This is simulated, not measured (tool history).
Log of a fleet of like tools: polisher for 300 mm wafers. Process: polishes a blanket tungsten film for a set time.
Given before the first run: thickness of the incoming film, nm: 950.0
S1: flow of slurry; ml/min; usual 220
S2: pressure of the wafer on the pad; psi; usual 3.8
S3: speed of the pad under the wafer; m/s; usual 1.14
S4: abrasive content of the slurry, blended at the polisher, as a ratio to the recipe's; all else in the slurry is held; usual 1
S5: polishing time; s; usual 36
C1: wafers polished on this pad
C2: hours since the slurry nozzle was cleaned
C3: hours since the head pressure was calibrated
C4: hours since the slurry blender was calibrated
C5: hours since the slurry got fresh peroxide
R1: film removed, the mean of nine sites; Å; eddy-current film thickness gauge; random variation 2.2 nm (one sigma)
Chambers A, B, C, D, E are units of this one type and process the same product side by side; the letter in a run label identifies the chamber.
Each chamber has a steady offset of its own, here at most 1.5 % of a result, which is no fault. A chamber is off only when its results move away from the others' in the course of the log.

{"run": "1A", "day": 0.375, "S1": 220, "S2": 3.8, "S3": 1.14, "S4": 1, "S5": 36, "C1": 453, "C2": 110.7, "C3": 184.5, "C4": 54.1, "C5": 49.2, "R1": 2108.4}
{"day": 0.767, "done": "chamber B: slurry nozzle cleaned"}
{"run": "2C", "day": 0.771, "S1": 220, "S2": 3.8, "S3": 1.14, "S4": 1, "S5": 36, "C1": 843, "C2": 580.8, "C3": 127.3, "C4": 55.7, "C5": 77.6, "R1": 2123.4}
{"day": 0.833, "done": "chamber E: worn pad replaced by a new one"}
{"day": 0.967, "done": "chamber D: slurry blender recalibrated"}
{"run": "3D", "day": 1.075, "S1": 220, "S2": 3.8, "S3": 1.14, "S4": 1, "S5": 36, "C1": 723, "C2": 179.7, "C3": 90.1, "C4": 2.6, "C5": 134.8, "R1": 2092.7}
{"run": "4B", "day": 1.329, "S1": 220, "S2": 3.8, "S3": 1.14, "S4": 1, "S5": 36, "C1": 887, "C2": 13.6, "C3": 297.2, "C4": 89.6, "C5": 99.6, "R1": 2167.4}
{"day": 1.592, "done": "chamber D: slurry tank refilled with fresh slurry and peroxide"}
{"run": "5E", "day": 1.604, "S1": 220, "S2": 3.8, "S3": 1.14, "S4": 1, "S5": 36, "C1": 143, "C2": 437.6, "C3": 39.1, "C4": 322.7, "C5": 80.6, "R1": 2088.9}
{"run": "6A", "day": 1.942, "S1": 220, "S2": 3.8, "S3": 1.14, "S4": 1, "S5": 36, "C1": 744, "C2": 148.3, "C3": 222.1, "C4": 91.7, "C5": 86.8, "R1": 2116.9}
{"day": 2.021, "done": "chamber C: slurry tank refilled with fresh slurry and peroxide"}
{"run": "7C", "day": 2.367, "S1": 220, "S2": 3.8, "S3": 1.14, "S4": 1, "S5": 36, "C1": 1140, "C2": 619.1, "C3": 165.6, "C4": 94, "C5": 8.3, "R1": 2109.7}
{"day": 2.425, "done": "chamber A: slurry tank refilled with fresh slurry and peroxide"}
{"day": 2.462, "done": "chamber C: worn pad replaced by a new one"}
{"run": "8E", "day": 2.712, "S1": 220, "S2": 3.8, "S3": 1.14, "S4": 1, "S5": 36, "C1": 349, "C2": 464.2, "C3": 65.7, "C4": 349.3, "C5": 107.2, "R1": 2139}
{"run": "9D", "day": 2.962, "S1": 220, "S2": 3.8, "S3": 1.14, "S4": 1, "S5": 36, "C1": 1074, "C2": 225, "C3": 135.4, "C4": 47.9, "C5": 32.9, "R1": 2125.7}
{"day": 2.975, "done": "chamber B: worn pad replaced by a new one"}
{"day": 3.133, "done": "chamber D: worn pad replaced by a new one"}
{"day": 3.246, "done": "chamber E: slurry blender recalibrated"}
{"day": 3.354, "done": "chamber B: slurry tank refilled with fresh slurry and peroxide"}
{"run": "10B", "day": 3.404, "S1": 220, "S2": 3.8, "S3": 1.14, "S4": 1, "S5": 36, "C1": 80, "C2": 63.4, "C3": 347, "C4": 139.4, "C5": 1.3, "R1": 2162.2}
{"day": 3.667, "done": "chamber C: slurry nozzle cleaned"}
{"run": "11E", "day": 3.821, "S1": 220, "S2": 3.8, "S3": 1.14, "S4": 1, "S5": 36, "C1": 555, "C2": 490.8, "C3": 92.3, "C4": 13.9, "C5": 133.8, "R1": 2078.8}
{"day": 4.117, "done": "chamber E: worn pad replaced by a new one"}
{"run": "12D", "day": 4.146, "S1": 220, "S2": 3.8, "S3": 1.14, "S4": 1, "S5": 36, "C1": 188, "C2": 253.4, "C3": 163.8, "C4": 76.3, "C5": 61.3, "R1": 2046.1}
{"day": 4.271, "done": "chamber A: worn pad replaced by a new one"}
{"run": "13B", "day": 4.538, "S1": 270, "S2": 3.8, "S3": 0.94, "S4": 1, "S5": 36, "C1": 290, "C2": 90.6, "C3": 374.2, "C4": 166.6, "C5": 28.5, "R1": 1806.6}
{"run": "14C", "day": 5.029, "S1": 270, "S2": 3.8, "S3": 0.94, "S4": 1, "S5": 36, "C1": 477, "C2": 32.8, "C3": 229.5, "C4": 157.9, "C5": 72.2, "R1": 1739.8}
{"day": 5.383, "done": "chamber C: slurry blender recalibrated"}
{"run": "15A", "day": 5.383, "S1": 270, "S2": 3.8, "S3": 0.94, "S4": 1, "S5": 36, "C1": 207, "C2": 230.9, "C3": 304.7, "C4": 174.3, "C5": 71.1, "R1": 1722.9}
{"day": 5.604, "done": "chamber D: slurry blender recalibrated"}
{"run": "16C", "day": 5.767, "S1": 270, "S2": 3.8, "S3": 0.94, "S4": 1, "S5": 36, "C1": 614, "C2": 50.5, "C3": 247.2, "C4": 9.2, "C5": 89.9, "R1": 1787}
{"day": 5.938, "done": "chamber E: slurry nozzle cleaned"}
{"run": "17A", "day": 6.25, "S1": 270, "S2": 3.8, "S3": 0.94, "S4": 1, "S5": 36, "C1": 368, "C2": 251.7, "C3": 325.5, "C4": 195.1, "C5": 91.9, "R1": 1701.9}
{"run": "18D", "day": 6.662, "S1": 220, "S2": 3.8, "S3": 1.14, "S4": 1, "S5": 36, "C1": 656, "C2": 313.8, "C3": 224.2, "C4": 25.4, "C5": 121.7, "R1": 2098.7}
{"day": 6.712, "done": "chamber A: slurry tank refilled with fresh slurry and peroxide"}
{"run": "19B", "day": 6.942, "S1": 220, "S2": 3.8, "S3": 1.14, "S4": 1.2, "S5": 36, "C1": 737, "C2": 148.3, "C3": 431.9, "C4": 224.3, "C5": 86.2, "R1": 2204.1}
{"day": 7.067, "done": "chamber E: slurry tank refilled with fresh slurry and peroxide"}
{"day": 7.1, "done": "chamber C: slurry tank refilled with fresh slurry and peroxide"}
{"day": 7.171, "done": "chamber D: slurry nozzle cleaned"}
{"run": "20E", "day": 7.283, "S1": 220, "S2": 3.8, "S3": 1.14, "S4": 1.2, "S5": 36, "C1": 589, "C2": 32.4, "C3": 175.4, "C4": 97, "C5": 5.3, "R1": 2173.4}
{"day": 7.525, "done": "chamber E: worn pad replaced by a new one"}
{"run": "21A", "day": 7.671, "S1": 220, "S2": 3.8, "S3": 1.14, "S4": 1.2, "S5": 36, "C1": 632, "C2": 285.8, "C3": 359.6, "C4": 229.2, "C5": 23, "R1": 2139.7}
{"day": 8.008, "done": "chamber D: slurry tank refilled with fresh slurry and peroxide"}
{"run": "22B", "day": 8.121, "S1": 220, "S2": 3.8, "S3": 1.14, "S4": 1.2, "S5": 36, "C1": 957, "C2": 176.6, "C3": 460.2, "C4": 252.6, "C5": 114.5, "R1": 2240.3}
{"run": "23C", "day": 8.479, "S1": 220, "S2": 3.8, "S3": 1.14, "S4": 1.2, "S5": 36, "C1": 1118, "C2": 115.6, "C3": 312.3, "C4": 74.3, "C5": 33.2, "R1": 2223.7}
{"day": 8.612, "done": "chamber D: worn pad replaced by a new one"}
{"run": "24D", "day": 8.875, "S1": 220, "S2": 3.8, "S3": 1.14, "S4": 1, "S5": 36, "C1": 49, "C2": 40.9, "C3": 277.3, "C4": 78.5, "C5": 20.8, "R1": 2100.9}
{"run": "25E", "day": 9.3, "S1": 220, "S2": 3.8, "S3": 1.14, "S4": 1, "S5": 36, "C1": 330, "C2": 80.8, "C3": 223.8, "C4": 145.4, "C5": 53.7, "R1": 2097.2}
{"run": "26E", "day": 9.521, "S1": 220, "S2": 3.8, "S3": 1.14, "S4": 1, "S5": 36, "C1": 371, "C2": 86.1, "C3": 229.1, "C4": 150.7, "C5": 59, "R1": 2141.8}
{"run": "27D", "day": 9.904, "S1": 220, "S2": 3.8, "S3": 1.14, "S4": 1, "S5": 36, "C1": 240, "C2": 65.6, "C3": 302, "C4": 103.2, "C5": 45.5, "R1": 2093}
{"day": 9.983, "done": "chamber B: slurry tank refilled with fresh slurry and peroxide"}
{"run": "28C", "day": 10.121, "S1": 220, "S2": 3.8, "S3": 1.14, "S4": 1, "S5": 36, "C1": 1424, "C2": 155, "C3": 351.7, "C4": 113.7, "C5": 72.6, "R1": 2125.2}
{"day": 10.254, "done": "chamber C: worn pad replaced by a new one"}
{"day": 10.429, "done": "chamber B: worn pad replaced by a new one"}
{"run": "29A", "day": 10.438, "S1": 220, "S2": 3.8, "S3": 1.14, "S4": 1, "S5": 36, "C1": 1147, "C2": 352.2, "C3": 426, "C4": 295.6, "C5": 89.4, "R1": 1990.4}
{"day": 10.454, "done": "chamber E: worn pad replaced by a new one"}
{"day": 10.596, "done": "chamber D: slurry blender recalibrated"}
{"run": "30B", "day": 10.888, "S1": 220, "S2": 3.8, "S3": 1.14, "S4": 1, "S5": 36, "C1": 85, "C2": 243, "C3": 526.6, "C4": 319, "C5": 21.8, "R1": 2143.9}
{"run": "31B", "day": 11.121, "S1": 220, "S2": 3.8, "S3": 1.14, "S4": 1, "S5": 36, "C1": 129, "C2": 248.6, "C3": 532.2, "C4": 324.6, "C5": 27.4, "R1": 2180.6}
{"day": 11.133, "done": "chamber B: head pressure recalibrated"}
{"day": 11.346, "done": "chamber A: slurry tank refilled with fresh slurry and peroxide"}
{"day": 11.442, "done": "chamber C: slurry tank refilled with fresh slurry and peroxide"}
{"run": "32C", "day": 11.504, "S1": 195, "S2": 2.6, "S3": 1.14, "S4": 1, "S5": 36, "C1": 233, "C2": 188.2, "C3": 384.9, "C4": 146.9, "C5": 1.5, "R1": 1418.2}
{"day": 11.521, "done": "chamber A: worn pad replaced by a new one"}
{"run": "33D", "day": 11.958, "S1": 195, "S2": 2.6, "S3": 1.14, "S4": 1, "S5": 36, "C1": 622, "C2": 114.9, "C3": 351.3, "C4": 32.7, "C5": 94.8, "R1": 1403.8}
{"run": "34E", "day": 12.292, "S1": 195, "S2": 2.6, "S3": 1.14, "S4": 1, "S5": 36, "C1": 342, "C2": 152.6, "C3": 295.6, "C4": 217.2, "C5": 125.5, "R1": 1402.8}
{"day": 12.338, "done": "chamber B: slurry blender recalibrated"}
{"run": "35A", "day": 12.671, "S1": 195, "S2": 2.6, "S3": 1.14, "S4": 1, "S5": 36, "C1": 214, "C2": 405.8, "C3": 479.6, "C4": 349.2, "C5": 31.9, "R1": 1323.7}
{"day": 12.879, "done": "chamber C: slurry blender recalibrated"}
{"run": "36C", "day": 12.9, "S1": 195, "S2": 2.6, "S3": 1.14, "S4": 1, "S5": 36, "C1": 492, "C2": 221.7, "C3": 418.4, "C4": 0.6, "C5": 35, "R1": 1427.4}
{"run": "37D", "day": 13.304, "S1": 220, "S2": 2.9, "S3": 1.14, "S4": 1, "S5": 40, "C1": 872, "C2": 147.2, "C3": 383.6, "C4": 65, "C5": 127.1, "R1": 1812.8}
{"day": 13.429, "done": "chamber E: worn pad replaced by a new one"}
{"run": "38A", "day": 13.596, "S1": 220, "S2": 2.9, "S3": 1.14, "S4": 1, "S5": 40, "C1": 386, "C2": 428, "C3": 501.8, "C4": 371.4, "C5": 54.1, "R1": 1684.9}
{"run": "39B", "day": 14.058, "S1": 220, "S2": 2.9, "S3": 1.14, "S4": 1, "S5": 40, "C1": 675, "C2": 319.1, "C3": 70.3, "C4": 41.3, "C5": 97.9, "R1": 1815.4}
{"run": "40E", "day": 14.5, "S1": 220, "S2": 2.9, "S3": 1.14, "S4": 1, "S5": 40, "C1": 199, "C2": 205.6, "C3": 348.6, "C4": 270.2, "C5": 178.5, "R1": 1800.5}
{"run": "41B", "day": 14.988, "S1": 220, "S2": 2.9, "S3": 1.14, "S4": 1, "S5": 40, "C1": 848, "C2": 341.4, "C3": 92.6, "C4": 63.6, "C5": 120.2, "R1": 1805.3}
{"day": 15.454, "done": "chamber E: slurry tank refilled with fresh slurry and peroxide"}
{"run": "42E", "day": 15.479, "S1": 220, "S2": 3.8, "S3": 1.14, "S4": 1, "S5": 36, "C1": 381, "C2": 229.1, "C3": 372.1, "C4": 293.7, "C5": 0.6, "R1": 2111.3}

All chambers now run identical settings, listed one chamber a line with results as question marks. What results will each chamber show?
{"run": "43A", "day": 15.833, "S1": 220, "S2": 3.8, "S3": 1.14, "S4": 1, "S5": 36, "R1": "?"}
{"run": "43B", "day": 15.833, "S1": 220, "S2": 3.8, "S3": 1.14, "S4": 1, "S5": 36, "R1": "?"}
{"run": "43C", "day": 15.833, "S1": 220, "S2": 3.8, "S3": 1.14, "S4": 1, "S5": 36, "R1": "?"}
{"run": "43D", "day": 15.833, "S1": 220, "S2": 3.8, "S3": 1.14, "S4": 1, "S5": 36, "R1": "?"}
{"run": "43E", "day": 15.833, "S1": 220, "S2": 3.8, "S3": 1.14, "S4": 1, "S5": 36, "R1": "?"}

run=43A R1=1955.4
run=43B R1=2150.2
run=43C R1=2129
run=43D R1=2138.5
run=43E R1=2055.9
